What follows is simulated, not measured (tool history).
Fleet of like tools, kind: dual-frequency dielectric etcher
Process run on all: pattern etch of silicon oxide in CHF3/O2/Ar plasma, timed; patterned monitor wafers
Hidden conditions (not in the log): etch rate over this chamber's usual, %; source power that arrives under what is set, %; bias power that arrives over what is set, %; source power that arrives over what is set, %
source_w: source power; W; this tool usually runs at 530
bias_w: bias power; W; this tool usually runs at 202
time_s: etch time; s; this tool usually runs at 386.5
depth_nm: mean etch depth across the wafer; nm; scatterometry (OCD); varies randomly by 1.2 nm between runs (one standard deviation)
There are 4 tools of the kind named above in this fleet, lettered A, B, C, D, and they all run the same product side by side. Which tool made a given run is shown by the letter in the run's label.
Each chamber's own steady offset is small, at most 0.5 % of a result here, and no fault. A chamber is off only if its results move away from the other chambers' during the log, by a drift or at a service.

run,hour,source_w,bias_w,time_s,hours since the last wet clean,hours since the last source power generator calibration,hours since the last bias power generator calibration,"read-back reference wafer on the same gauge, depth_nm",depth_nm
1C,2,530,202,386.5,324.5,944.8,1358,716.91,761.91
2D,4.6,530,202,386.5,25.7,3084.9,3772.4,716.66,760.78
3A,7.2,530,202,386.5,155.1,574.9,2904.2,716.46,758.43
4B,9.5,530,202,386.5,135.4,612.6,67.3,716.69,757.74
5D,13.1,530,202,386.5,34.2,3093.4,3780.9,716.28,758.34
6B,16.6,530,202,386.5,142.5,619.7,74.4,716.18,756.38
7A,20,530,202,386.5,167.9,587.7,2917,715.72,755.71
8C,22.9,590,245,386.5,345.4,965.7,1378.9,715.68,846.29
9C,26.2,590,245,386.5,348.7,969,1382.2,715.07,848.78
10B,28.9,590,245,386.5,154.8,632,86.7,715.25,841.39
11A,33.2,590,245,386.5,181.1,600.9,2930.2,715.04,842.8
12D,36.1,530,202,386.5,57.2,3116.4,3803.9,715.01,758.16
13B,38.6,530,202,386.5,164.5,641.7,96.4,715.01,756.43
14D,42.5,530,202,386.5,63.6,3122.8,3810.3,714.27,755.83
15C,45.6,530,202,386.5,368.1,988.4,1401.6,714.16,757.99
16A,49.6,530,202,386.5,197.5,617.3,2946.6,714.19,753.84
17A,53,530,202,448.5,200.9,620.7,2950,713.8,876.7
18B,57,530,202,448.5,182.9,660.1,114.8,713.56,873.23
19D,59.4,530,202,448.5,80.5,3139.7,3827.2,713.2,880.2
20C,62.5,530,202,448.5,385,1005.3,1418.5,713.53,878.98
21C,66.2,530,202,386.5,388.7,1009,1422.2,713.27,758.3
22A,69.3,530,202,386.5,217.2,637,2966.3,712.67,750.93
23D,72.3,530,202,386.5,93.4,3152.6,3840.1,712.85,756.96
24B,74.3,530,202,386.5,200.2,677.4,132.1,712.55,754.77
25D,76.9,530,228,489.5,98,3157.2,3844.7,712.4,999.73

What goes on in this fleet: one chamber off, a drifting gauge, or nothing beyond the chambers' own small offsets? Name the chamber and the cause, if any.

Every chamber seems to shift together because the gauge that measures them all drifts; the chambers themselves are fine.
What lies behind it: gauge reads low (%) = 0.657.
